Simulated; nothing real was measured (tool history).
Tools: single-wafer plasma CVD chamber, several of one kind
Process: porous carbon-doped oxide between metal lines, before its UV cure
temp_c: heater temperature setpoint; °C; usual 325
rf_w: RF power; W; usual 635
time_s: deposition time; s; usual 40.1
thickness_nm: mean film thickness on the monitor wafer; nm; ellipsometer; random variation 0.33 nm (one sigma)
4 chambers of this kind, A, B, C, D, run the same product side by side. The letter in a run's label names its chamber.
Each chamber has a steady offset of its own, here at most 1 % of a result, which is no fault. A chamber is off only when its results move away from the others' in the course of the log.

run	hour	temp_c	rf_w	time_s	read-back reference wafer on the same gauge, thickness_nm	thickness_nm
# hour 3.7: chamber D: RF generator calibrated
1B	5.6	325	635	40.1	236.10	219.28
2A	12.5	325	635	40.1	236.07	221.90
3C	16.4	325	635	40.1	236.05	221.58
4D	20.7	325	635	40.1	236.13	220.83
# hour 21.0: chamber C: RF generator calibrated
5C	27.5	325	635	40.1	236.24	221.90
6D	31.4	325	635	40.1	236.39	221.06
7B	36.8	325	635	40.1	236.41	220.15
8A	41.1	325	635	40.1	236.38	222.42
9C	44.7	325	635	40.1	236.39	222.23
10D	48.8	325	635	40.1	236.51	220.96
11B	55.5	332	635	40.1	236.49	213.16
12A	62.2	332	635	40.1	236.67	215.20
13C	65.8	332	635	40.1	236.64	215.41
14B	72.7	332	635	40.1	236.82	212.53
15D	79.0	331	635	44.9	236.74	240.19
16A	86.0	331	635	44.9	236.87	241.98
17A	92.1	331	635	44.9	236.87	241.11
18D	97.9	331	635	44.9	236.96	240.43
19C	104.6	325	635	40.1	236.98	223.12
20B	108.9	325	635	40.1	236.99	220.85
21B	114.2	325	635	40.1	237.13	221.13
22D	120.0	325	635	40.1	237.17	221.88
23A	124.9	325	635	40.1	237.22	223.34
24C	131.0	335	635	40.1	237.21	213.06
25A	136.5	335	635	40.1	237.38	212.50
26D	143.1	335	635	40.1	237.41	211.85
27C	147.4	335	635	40.1	237.35	212.61

Is one chamber off against the others, does the gauge drift, or is nothing wrong? If a chamber is off, say which, and what the likeliest cause is.

The gauge drifts, so all chambers seem to drift together. No chamber is off.
Cause: gauge reads high (%) = 0.626.

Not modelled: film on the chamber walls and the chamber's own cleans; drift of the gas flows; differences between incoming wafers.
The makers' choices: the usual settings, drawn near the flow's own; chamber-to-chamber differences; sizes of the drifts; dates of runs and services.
